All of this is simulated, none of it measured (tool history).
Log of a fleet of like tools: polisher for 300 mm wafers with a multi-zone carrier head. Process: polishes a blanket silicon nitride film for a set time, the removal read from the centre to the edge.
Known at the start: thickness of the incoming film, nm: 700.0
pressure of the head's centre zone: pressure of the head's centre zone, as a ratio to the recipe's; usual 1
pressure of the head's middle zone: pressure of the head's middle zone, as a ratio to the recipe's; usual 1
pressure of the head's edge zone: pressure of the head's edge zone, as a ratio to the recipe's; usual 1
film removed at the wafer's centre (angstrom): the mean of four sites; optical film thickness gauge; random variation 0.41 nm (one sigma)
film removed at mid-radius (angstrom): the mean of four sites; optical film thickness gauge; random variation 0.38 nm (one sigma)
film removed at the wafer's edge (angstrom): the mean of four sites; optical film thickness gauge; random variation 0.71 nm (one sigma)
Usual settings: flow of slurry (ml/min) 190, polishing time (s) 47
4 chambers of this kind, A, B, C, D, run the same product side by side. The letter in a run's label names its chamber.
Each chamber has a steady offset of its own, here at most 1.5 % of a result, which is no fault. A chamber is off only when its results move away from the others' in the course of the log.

run,hour,flow of slurry (ml/min),pressure of the head's centre zone,pressure of the head's middle zone,pressure of the head's edge zone,polishing time (s),wafers polished on this pad,hours since the slurry nozzle was cleaned,hours since the centre zone pressure was calibrated,hours since the edge zone pressure was calibrated,film removed at the wafer's centre (angstrom),film removed at mid-radius (angstrom),film removed at the wafer's edge (angstrom)
1A,9.3,190,1,1,1,47,228,288.1,612.3,300.8,540.11,524.52,525.53
2B,20,190,1,1,1,47,354,311.4,472.8,664.6,533.65,541.13,532.95
3C,26.6,190,1,1,1,47,359,243.9,89.1,1017,523.71,518.6,525.12
4D,37.3,190,1,1,1,47,724,374.1,692.4,100.1,519.55,531.05,532.25
5C,48.2,190,1,1,1,47,542,265.5,110.7,1038.6,524.88,525.57,522.94
# hour 48.6: chamber C: worn pad replaced by a new one
6D,61,190,1,1,1,47,924,397.8,716.1,123.8,517.74,519.97,521.32
# hour 61.9: chamber B: centre zone pressure recalibrated
7B,68.6,160,1,1,1,54,763,360,6.7,713.2,595.19,600.52,593.41
8A,75.6,160,1,1,1,54,787,354.4,678.6,367.1,600.28,589.07,611.85
9B,86.9,160,1,1,1,54,918,378.3,25,731.5,586.49,590.14,593.23
# hour 95.4: chamber A: worn pad replaced by a new one
10D,99,160,1,1,1,54,1244,435.8,754.1,161.8,582.42,588.72,581.09
11A,105.7,190,1,1,1,47,86,384.5,708.7,397.2,534.82,518.41,533
12C,119.2,190,1,1,1,33,595,336.5,181.7,1109.6,372.28,364,369.6
13D,127.4,190,1,1,1,33,1484,464.2,782.5,190.2,362.62,367.75,375.11
# hour 127.8: chamber C: worn pad replaced by a new one
14B,138.9,190,1,1,1,33,1356,430.3,77,783.5,374.37,376.82,376.96
# hour 142.8: chamber D: worn pad replaced by a new one
15A,151.3,190,1,1,1,33,471,430.1,754.3,442.8,370.81,368.68,375.43
# hour 156.8: chamber B: worn pad replaced by a new one
16C,157.8,190,1,1,1,47,253,375.1,220.3,1148.2,521.17,529.38,519.01
17B,170,190,1,1,1,47,112,461.4,108.1,814.6,526.8,534.73,522.87
18C,179.1,190,1,1,1,47,432,396.4,241.6,1169.5,519.05,520.69,535.34
# hour 184.6: chamber A: edge zone pressure recalibrated
# hour 190.2: chamber A: worn pad replaced by a new one
19A,190.4,190,1,1,1,47,2,469.2,793.4,5.8,535.9,525.46,532.21
# hour 195: chamber C: worn pad replaced by a new one
20D,202.2,190,1,1,1,47,501,539,857.3,265,517.75,514.34,524.13
21A,208.3,190,1,1,1,47,153,487.1,811.3,23.7,535.2,528.11,529.16
22B,219.3,190,1,1,1.1,32,527,510.7,157.4,863.9,361.49,361.19,371.67
23C,231.7,190,1,1,1.1,32,309,449,294.2,1222.1,356.83,356.42,379.15
24D,238.5,190,1,1,1.1,32,807,575.3,893.6,301.3,346.74,343.54,369.73
25D,251.7,190,1,1,1.1,32,918,588.5,906.8,314.5,349.34,350.42,369.19
26A,263.3,190,1,1,1,47,616,542.1,866.3,78.7,530.34,528.52,527.56
27C,271.5,190,1,1,1,47,645,488.8,334,1261.9,516.31,525.21,532.23
# hour 279: chamber C: worn pad replaced by a new one
28B,279.2,190,1,1,1,47,1032,570.6,217.3,923.8,526.32,531.12,526.64
# hour 284.1: chamber B: slurry nozzle cleaned
# hour 286.6: chamber A: worn pad replaced by a new one
29C,291.5,190,1,1.1,1,47,106,508.8,354,1281.9,525.22,568.87,531.26
30A,298.7,190,1,1.1,1,47,102,577.5,901.7,114.1,529.91,576.27,515.94
# hour 300.1: chamber B: worn pad replaced by a new one
31B,306.1,190,1,1.1,1,47,50,22,244.2,950.7,533.44,586.94,527.78
# hour 308.3: chamber D: edge zone pressure recalibrated
32D,317.8,190,1,1.1,1,47,1476,654.6,972.9,9.5,497.71,553.27,514.99
33D,325.2,190,1,1,1,47,1538,662,980.3,16.9,497.08,505.12,526.66
34B,338.3,190,0.89,1,1,47,322,54.2,276.4,982.9,463.35,535.98,512.79
# hour 345.5: chamber C: worn pad replaced by a new one
35A,350.5,190,0.89,1,1,47,538,629.3,953.5,165.9,465.97,527.14,549.91
36C,359.6,190,0.89,1,1,47,119,576.9,422.1,1350,461.32,521.48,526.64

Is one chamber off against the others, does the gauge drift, or is nothing wrong? If a chamber is off, say which, and what the likeliest cause is.

Chamber D drifts away from the others.
Cause: slurry flow missing at the pad, % = 23.6.

Here are 4 candidates for chamber D's next run, each the usual settings with a change, their results left as question marks. Which one brings its results back in line with what the others give on the usual settings?
In line means no further than this from the other chambers' mean on the usual settings: film removed at the wafer's centre (angstrom) 15; film removed at mid-radius (angstrom) 13; film removed at the wafer's edge (angstrom) 25
37D-1,369.3,190,0.99,1,1,47,,,,,?,?,?
37D-2,369.3,185,0.98,0.99,1.02,45,,,,,?,?,?
37D-3,369.3,195,1.02,1.01,0.98,49,,,,,?,?,?
37D-4,369.3,190,1.01,1,1,47,,,,,?,?,?

The other chambers' mean on the usual settings: film removed at the wafer's centre (angstrom) 528.91; film removed at mid-radius (angstrom) 528.77; film removed at the wafer's edge (angstrom) 527.49
run,film removed at the wafer's centre (angstrom),film removed at mid-radius (angstrom),film removed at the wafer's edge (angstrom)
37D-1,493.19,503.01,512.06
37D-2,464.2,474.77,493.67
37D-3,534.25,531.73,530
37D-4,504.09,502.95,512.06
37D-3 brings the chamber back in line.
